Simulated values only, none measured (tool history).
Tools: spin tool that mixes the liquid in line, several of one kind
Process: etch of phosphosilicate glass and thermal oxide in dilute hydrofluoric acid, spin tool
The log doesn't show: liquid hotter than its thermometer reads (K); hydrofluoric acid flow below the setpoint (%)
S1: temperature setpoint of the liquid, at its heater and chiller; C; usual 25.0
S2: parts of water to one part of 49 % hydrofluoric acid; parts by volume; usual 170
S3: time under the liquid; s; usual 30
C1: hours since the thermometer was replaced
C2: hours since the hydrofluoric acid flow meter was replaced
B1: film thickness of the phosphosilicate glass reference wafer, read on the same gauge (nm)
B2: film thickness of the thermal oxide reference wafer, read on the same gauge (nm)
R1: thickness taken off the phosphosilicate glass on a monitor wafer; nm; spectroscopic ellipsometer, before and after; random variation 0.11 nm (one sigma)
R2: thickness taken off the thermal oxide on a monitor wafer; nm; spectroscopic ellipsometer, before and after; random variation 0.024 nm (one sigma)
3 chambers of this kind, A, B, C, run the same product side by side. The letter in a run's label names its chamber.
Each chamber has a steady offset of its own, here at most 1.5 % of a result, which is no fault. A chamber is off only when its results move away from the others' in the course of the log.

run 1A hour=3.0 | S1=25.0 S2=170 S3=30 | C1=1009.0 C2=871.1 | B1=39.985 B2=110.01 | R1=19.795 R2=0.79316
run 2B hour=6.8 | S1=25.0 S2=170 S3=30 | C1=73.9 C2=703.0 | B1=39.977 B2=110.02 | R1=20.078 R2=0.83321
run 3C hour=9.9 | S1=25.0 S2=170 S3=30 | C1=668.9 C2=702.4 | B1=40.019 B2=110.00 | R1=20.245 R2=0.83424
run 4B hour=13.4 | S1=25.0 S2=170 S3=30 | C1=80.5 C2=709.6 | B1=40.001 B2=110.03 | R1=20.213 R2=0.82313
run 5A hour=16.2 | S1=25.0 S2=170 S3=30 | C1=1022.2 C2=884.3 | B1=40.012 B2=110.00 | R1=19.711 R2=0.83485
run 6C hour=18.4 | S1=25.0 S2=170 S3=30 | C1=677.4 C2=710.9 | B1=39.990 B2=110.03 | R1=20.285 R2=0.85120
run 7A hour=21.3 | S1=25.0 S2=170 S3=30 | C1=1027.3 C2=889.4 | B1=40.006 B2=110.00 | R1=19.788 R2=0.75893
run 8C hour=24.1 | S1=25.0 S2=170 S3=30 | C1=683.1 C2=716.6 | B1=40.019 B2=110.00 | R1=20.197 R2=0.79804
run 9B hour=28.2 | S1=25.0 S2=170 S3=30 | C1=95.3 C2=724.4 | B1=39.981 B2=109.99 | R1=20.229 R2=0.79741
run 10C hour=31.1 | S1=25.0 S2=170 S3=30 | C1=690.1 C2=723.6 | B1=40.042 B2=109.99 | R1=20.248 R2=0.81936
run 11A hour=35.3 | S1=25.0 S2=170 S3=30 | C1=1041.3 C2=903.4 | B1=39.975 B2=109.99 | R1=19.637 R2=0.84959
run 12B hour=38.4 | S1=25.0 S2=170 S3=30 | C1=105.5 C2=734.6 | B1=39.991 B2=110.00 | R1=20.218 R2=0.84324
run 13C hour=41.9 | S1=25.0 S2=170 S3=30 | C1=700.9 C2=734.4 | B1=39.999 B2=109.99 | R1=20.211 R2=0.81248
run 14B hour=45.7 | S1=25.0 S2=170 S3=30 | C1=112.8 C2=741.9 | B1=40.000 B2=109.99 | R1=20.219 R2=0.79740
run 15A hour=48.7 | S1=25.0 S2=170 S3=30 | C1=1054.7 C2=916.8 | B1=40.006 B2=110.02 | R1=19.653 R2=0.78154
run 16C hour=52.9 | S1=25.0 S2=170 S3=30 | C1=711.9 C2=745.4 | B1=40.010 B2=110.00 | R1=20.193 R2=0.79785
run 17B hour=57.2 | S1=25.0 S2=170 S3=30 | C1=124.3 C2=753.4 | B1=40.027 B2=110.04 | R1=19.907 R2=0.80828
run 18A hour=61.7 | S1=25.0 S2=170 S3=30 | C1=1067.7 C2=929.8 | B1=40.015 B2=110.03 | R1=19.847 R2=0.83120
run 19C hour=64.5 | S1=25.0 S2=170 S3=30 | C1=723.5 C2=757.0 | B1=39.963 B2=110.01 | R1=20.072 R2=0.86354
run 20B hour=66.7 | S1=23.5 S2=170 S3=45 | C1=133.8 C2=762.9 | B1=39.997 B2=109.96 | R1=28.736 R2=1.15350
run 21A hour=69.9 | S1=23.5 S2=170 S3=45 | C1=1075.9 C2=938.0 | B1=39.974 B2=110.02 | R1=28.067 R2=1.08970
run 22A hour=74.4 | S1=23.5 S2=170 S3=45 | C1=1080.4 C2=942.5 | B1=39.986 B2=110.01 | R1=27.894 R2=1.18470
run 23C hour=77.2 | S1=25.0 S2=170 S3=30 | C1=736.2 C2=769.7 | B1=40.022 B2=109.99 | R1=20.260 R2=0.80882
run 24B hour=80.9 | S1=25.0 S2=170 S3=30 | C1=148.0 C2=777.1 | B1=39.988 B2=110.02 | R1=20.266 R2=0.83151
run 25C hour=83.8 | S1=25.0 S2=170 S3=30 | C1=742.8 C2=776.3 | B1=40.014 B2=110.00 | R1=20.156 R2=0.82742
run 26A hour=87.7 | S1=25.0 S2=170 S3=30 | C1=1093.7 C2=955.8 | B1=40.000 B2=109.96 | R1=19.774 R2=0.79826
run 27B hour=90.9 | S1=25.0 S2=170 S3=30 | C1=158.0 C2=787.1 | B1=40.005 B2=110.04 | R1=20.217 R2=0.77195
run 28C hour=93.3 | S1=25.0 S2=170 S3=30 | C1=752.3 C2=785.8 | B1=39.999 B2=110.00 | R1=20.280 R2=0.81113
run 29B hour=95.6 | S1=25.0 S2=170 S3=30 | C1=162.7 C2=791.8 | B1=39.985 B2=110.05 | R1=20.168 R2=0.85344
run 30A hour=99.0 | S1=25.0 S2=170 S3=30 | C1=1105.0 C2=967.1 | B1=39.976 B2=109.99 | R1=19.775 R2=0.83138
run 31A hour=100.9 | S1=25.0 S2=170 S3=30 | C1=1106.9 C2=969.0 | B1=40.007 B2=110.00 | R1=19.797 R2=0.81022
run 32B hour=105.2 | S1=22.0 S2=170 S3=30 | C1=172.3 C2=801.4 | B1=40.009 B2=110.00 | R1=18.018 R2=0.74426
run 33C hour=108.0 | S1=22.0 S2=170 S3=30 | C1=767.0 C2=800.5 | B1=40.016 B2=109.96 | R1=17.988 R2=0.75283
run 34B hour=112.2 | S1=22.0 S2=170 S3=30 | C1=179.3 C2=808.4 | B1=40.032 B2=109.96 | R1=17.860 R2=0.74135
run 35C hour=114.4 | S1=25.0 S2=170 S3=30 | C1=773.4 C2=806.9 | B1=40.019 B2=110.00 | R1=20.106 R2=0.84814
run 36A hour=117.3 | S1=25.0 S2=170 S3=30 | C1=1123.3 C2=985.4 | B1=39.997 B2=110.00 | R1=19.589 R2=0.79856
run 37A hour=121.4 | S1=25.0 S2=170 S3=30 | C1=1127.4 C2=989.5 | B1=39.985 B2=110.00 | R1=19.800 R2=0.80418
run 38C hour=124.6 | S1=25.0 S2=170 S3=30 | C1=783.6 C2=817.1 | B1=39.986 B2=110.00 | R1=20.184 R2=0.80391
run 39B hour=127.4 | S1=25.0 S2=250 S3=30 | C1=194.5 C2=823.6 | B1=40.002 B2=109.97 | R1=12.604 R2=0.52052
run 40A hour=130.4 | S1=25.0 S2=250 S3=30 | C1=1136.4 C2=998.5 | B1=39.988 B2=109.98 | R1=12.303 R2=0.51330
run 41C hour=134.1 | S1=25.0 S2=250 S3=30 | C1=793.1 C2=826.6 | B1=39.991 B2=110.00 | R1=12.503 R2=0.49566
run 42B hour=137.0 | S1=27.5 S2=170 S3=45 | C1=204.1 C2=833.2 | B1=39.988 B2=110.01 | R1=33.433 R2=1.34290

Next, every chamber runs the same settings. What will each give?
run 43A hour=140.2 | S1=25.0 S2=170 S3=40 | R1=? R2=?
run 43B hour=140.2 | S1=25.0 S2=170 S3=40 | R1=? R2=?
run 43C hour=140.2 | S1=25.0 S2=170 S3=40 | R1=? R2=?

run=43A R1=26.269 R2=1.15970
run=43B R1=26.641 R2=1.10490
run=43C R1=26.862 R2=1.07450
